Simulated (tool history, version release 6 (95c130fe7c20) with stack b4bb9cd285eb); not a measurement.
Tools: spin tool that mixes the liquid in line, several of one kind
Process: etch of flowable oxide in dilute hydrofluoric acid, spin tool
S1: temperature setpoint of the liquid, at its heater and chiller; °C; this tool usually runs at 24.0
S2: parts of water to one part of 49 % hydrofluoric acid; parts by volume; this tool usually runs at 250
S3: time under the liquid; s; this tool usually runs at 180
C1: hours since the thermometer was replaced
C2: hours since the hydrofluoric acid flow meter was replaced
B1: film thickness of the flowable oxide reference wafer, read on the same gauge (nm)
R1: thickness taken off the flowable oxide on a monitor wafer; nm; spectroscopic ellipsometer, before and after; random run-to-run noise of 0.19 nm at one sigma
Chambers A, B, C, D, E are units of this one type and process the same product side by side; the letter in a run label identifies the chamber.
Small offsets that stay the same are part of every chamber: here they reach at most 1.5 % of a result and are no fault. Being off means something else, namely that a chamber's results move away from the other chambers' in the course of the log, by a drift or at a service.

{"run": "1D", "day": 0.646, "S1": 24.0, "S2": 250, "S3": 180, "C1": 2118.2, "C2": 614.0, "B1": 100.0, "R1": 21.537}
{"run": "2B", "day": 0.979, "S1": 24.0, "S2": 250, "S3": 180, "C1": 612.9, "C2": 478.3, "B1": 100.0, "R1": 21.888}
{"run": "3A", "day": 1.4, "S1": 24.0, "S2": 250, "S3": 180, "C1": 1261.5, "C2": 165.1, "B1": 100.01, "R1": 21.403}
{"run": "4E", "day": 1.7, "S1": 24.0, "S2": 250, "S3": 180, "C1": 1659.7, "C2": 236.2, "B1": 100.01, "R1": 21.424}
{"run": "5C", "day": 2.092, "S1": 24.0, "S2": 250, "S3": 180, "C1": 118.9, "C2": 691.2, "B1": 100.02, "R1": 21.44}
{"run": "6E", "day": 2.583, "S1": 24.0, "S2": 250, "S3": 180, "C1": 1680.9, "C2": 257.4, "B1": 100.02, "R1": 21.284}
{"run": "7D", "day": 2.946, "S1": 25.5, "S2": 325, "S3": 180, "C1": 2173.4, "C2": 669.2, "B1": 100.02, "R1": 15.988}
{"run": "8B", "day": 3.288, "S1": 25.5, "S2": 325, "S3": 180, "C1": 668.3, "C2": 533.7, "B1": 100.01, "R1": 16.162}
{"day": 3.538, "done": "chamber E: thermometer replaced"}
{"run": "9A", "day": 3.758, "S1": 25.5, "S2": 325, "S3": 180, "C1": 1318.1, "C2": 221.7, "B1": 99.996, "R1": 16.06}
{"run": "10C", "day": 4.258, "S1": 25.5, "S2": 325, "S3": 180, "C1": 170.9, "C2": 743.2, "B1": 100.01, "R1": 15.992}
{"run": "11A", "day": 4.904, "S1": 25.5, "S2": 325, "S3": 180, "C1": 1345.6, "C2": 249.2, "B1": 100.01, "R1": 16.045}
{"run": "12E", "day": 5.55, "S1": 24.0, "S2": 250, "S3": 180, "C1": 48.3, "C2": 328.6, "B1": 100.0, "R1": 21.139}
{"run": "13B", "day": 5.946, "S1": 24.0, "S2": 250, "S3": 180, "C1": 732.1, "C2": 597.5, "B1": 100.01, "R1": 21.159}
{"run": "14C", "day": 6.3, "S1": 24.0, "S2": 250, "S3": 180, "C1": 219.9, "C2": 792.2, "B1": 99.994, "R1": 21.179}
{"run": "15D", "day": 6.762, "S1": 24.0, "S2": 250, "S3": 180, "C1": 2265.0, "C2": 760.8, "B1": 99.98, "R1": 21.282}
{"run": "16D", "day": 7.121, "S1": 24.0, "S2": 250, "S3": 180, "C1": 2273.6, "C2": 769.4, "B1": 99.992, "R1": 21.116}
{"run": "17B", "day": 7.621, "S1": 24.0, "S2": 250, "S3": 180, "C1": 772.3, "C2": 637.7, "B1": 99.975, "R1": 21.52}
{"run": "18A", "day": 7.971, "S1": 24.0, "S2": 250, "S3": 180, "C1": 1419.2, "C2": 322.8, "B1": 99.992, "R1": 22.077}
{"run": "19E", "day": 8.35, "S1": 24.0, "S2": 250, "S3": 180, "C1": 115.5, "C2": 395.8, "B1": 100.01, "R1": 21.599}
{"run": "20C", "day": 8.812, "S1": 24.0, "S2": 250, "S3": 180, "C1": 280.2, "C2": 852.5, "B1": 100.02, "R1": 21.57}
{"run": "21D", "day": 9.258, "S1": 24.0, "S2": 250, "S3": 180, "C1": 2324.9, "C2": 820.7, "B1": 100.01, "R1": 21.26}
{"day": 9.5, "done": "chamber B: hydrofluoric acid flow meter replaced"}
{"run": "22C", "day": 9.871, "S1": 26.0, "S2": 250, "S3": 180, "C1": 305.6, "C2": 877.9, "B1": 99.998, "R1": 23.257}
{"run": "23B", "day": 10.183, "S1": 26.0, "S2": 250, "S3": 180, "C1": 833.8, "C2": 16.4, "B1": 99.997, "R1": 22.949}
{"run": "24E", "day": 10.662, "S1": 26.0, "S2": 250, "S3": 180, "C1": 171.0, "C2": 451.3, "B1": 100.01, "R1": 23.38}
{"run": "25A", "day": 10.992, "S1": 26.0, "S2": 250, "S3": 180, "C1": 1491.7, "C2": 395.3, "B1": 99.99, "R1": 23.488}
{"run": "26D", "day": 11.388, "S1": 26.0, "S2": 250, "S3": 180, "C1": 2376.0, "C2": 871.8, "B1": 100.01, "R1": 22.643}
{"day": 11.454, "done": "chamber D: thermometer replaced"}
{"run": "27A", "day": 11.883, "S1": 20.5, "S2": 165, "S3": 180, "C1": 1513.1, "C2": 416.7, "B1": 99.993, "R1": 31.786}
{"run": "28C", "day": 12.179, "S1": 20.5, "S2": 165, "S3": 180, "C1": 361.0, "C2": 933.3, "B1": 100.01, "R1": 30.97}
{"run": "29B", "day": 12.779, "S1": 20.5, "S2": 165, "S3": 180, "C1": 896.1, "C2": 78.7, "B1": 100.0, "R1": 31.33}
{"run": "30E", "day": 13.254, "S1": 20.5, "S2": 165, "S3": 180, "C1": 233.2, "C2": 513.5, "B1": 99.981, "R1": 31.179}
{"run": "31E", "day": 13.546, "S1": 20.5, "S2": 165, "S3": 180, "C1": 240.2, "C2": 520.5, "B1": 100.02, "R1": 31.085}
{"run": "32D", "day": 13.975, "S1": 24.0, "S2": 250, "S3": 180, "C1": 60.6, "C2": 933.9, "B1": 100.03, "R1": 20.943}

Does one chamber stand apart from the rest, does the shared gauge drift, or is all well apart from small per-chamber offsets? Give the chamber and the most likely cause, where there is one.

Nothing is wrong: each chamber keeps only its own small, steady offset and the gauge holds still.
